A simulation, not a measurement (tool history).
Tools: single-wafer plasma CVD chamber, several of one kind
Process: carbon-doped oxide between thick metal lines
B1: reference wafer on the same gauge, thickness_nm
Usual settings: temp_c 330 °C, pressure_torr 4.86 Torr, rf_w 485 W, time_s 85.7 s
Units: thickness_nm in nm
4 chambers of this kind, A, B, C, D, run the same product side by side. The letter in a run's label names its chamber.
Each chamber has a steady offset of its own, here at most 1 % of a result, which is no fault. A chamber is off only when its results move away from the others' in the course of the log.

Run 1A, hour 4.1: usual settings; B1 448.62. Result: thickness_nm 445.12 nm.
Run 2B, hour 8.0: usual settings; B1 449.27. Result: thickness_nm 447.96 nm.
Run 3C, hour 11.2: usual settings; B1 449.00. Result: thickness_nm 451.43 nm.
Run 4D, hour 16.0: usual settings; B1 449.11. Result: thickness_nm 447.63 nm.
Run 5A, hour 21.5: usual settings; B1 449.33. Result: thickness_nm 447.74 nm.
Run 6D, hour 26.4: usual settings but rf_w 445 W; B1 448.96. Result: thickness_nm 412.76 nm.
Run 7B, hour 28.8: usual settings but rf_w 445 W; B1 448.93. Result: thickness_nm 420.24 nm.
Run 8C, hour 31.3: usual settings but rf_w 445 W; B1 448.84. Result: thickness_nm 428.80 nm.
Run 9B, hour 34.2: usual settings but rf_w 445 W; B1 448.93. Result: thickness_nm 421.61 nm.
Run 10A, hour 38.5: usual settings; B1 448.93. Result: thickness_nm 447.15 nm.
Run 11C, hour 43.6: usual settings; B1 449.07. Result: thickness_nm 448.53 nm.
Run 12D, hour 48.4: usual settings; B1 449.39. Result: thickness_nm 437.74 nm.
Run 13A, hour 53.5: usual settings; B1 449.22. Result: thickness_nm 449.90 nm.
Run 14D, hour 56.7: usual settings; B1 448.80. Result: thickness_nm 435.32 nm.
Run 15B, hour 60.0: usual settings; B1 449.06. Result: thickness_nm 444.93 nm.
Run 16C, hour 64.3: usual settings; B1 448.77. Result: thickness_nm 449.71 nm.
Run 17A, hour 69.5: usual settings; B1 449.05. Result: thickness_nm 447.58 nm.
Run 18D, hour 73.5: usual settings; B1 449.18. Result: thickness_nm 431.28 nm.
Run 19C, hour 77.0: usual settings; B1 448.76. Result: thickness_nm 451.42 nm.
Run 20B, hour 79.7: usual settings; B1 448.45. Result: thickness_nm 442.42 nm.
Run 21D, hour 82.8: usual settings; B1 448.75. Result: thickness_nm 426.44 nm.
Run 22C, hour 87.0: usual settings; B1 449.48. Result: thickness_nm 447.47 nm.
Run 23B, hour 89.5: usual settings; B1 448.63. Result: thickness_nm 447.36 nm.
Run 24A, hour 93.3: usual settings; B1 449.72. Result: thickness_nm 448.81 nm.
Run 25B, hour 97.7: usual settings; B1 449.62. Result: thickness_nm 448.27 nm.
Run 26D, hour 100.2: usual settings; B1 448.50. Result: thickness_nm 425.26 nm.
Run 27C, hour 105.6: usual settings; B1 448.35. Result: thickness_nm 448.40 nm.
Run 28A, hour 108.3: usual settings; B1 449.05. Result: thickness_nm 451.68 nm.
Run 29B, hour 111.0: usual settings; B1 449.09. Result: thickness_nm 446.47 nm.

Next, every chamber runs the same settings. What will each give?
Run 30A, hour 115.0: usual settings. Result: thickness_nm ?.
Run 30B, hour 115.0: usual settings. Result: thickness_nm ?.
Run 30C, hour 115.0: usual settings. Result: thickness_nm ?.
Run 30D, hour 115.0: usual settings. Result: thickness_nm ?.

run  thickness_nm
30A        450.61
30B        448.83
30C        446.63
30D        424.55
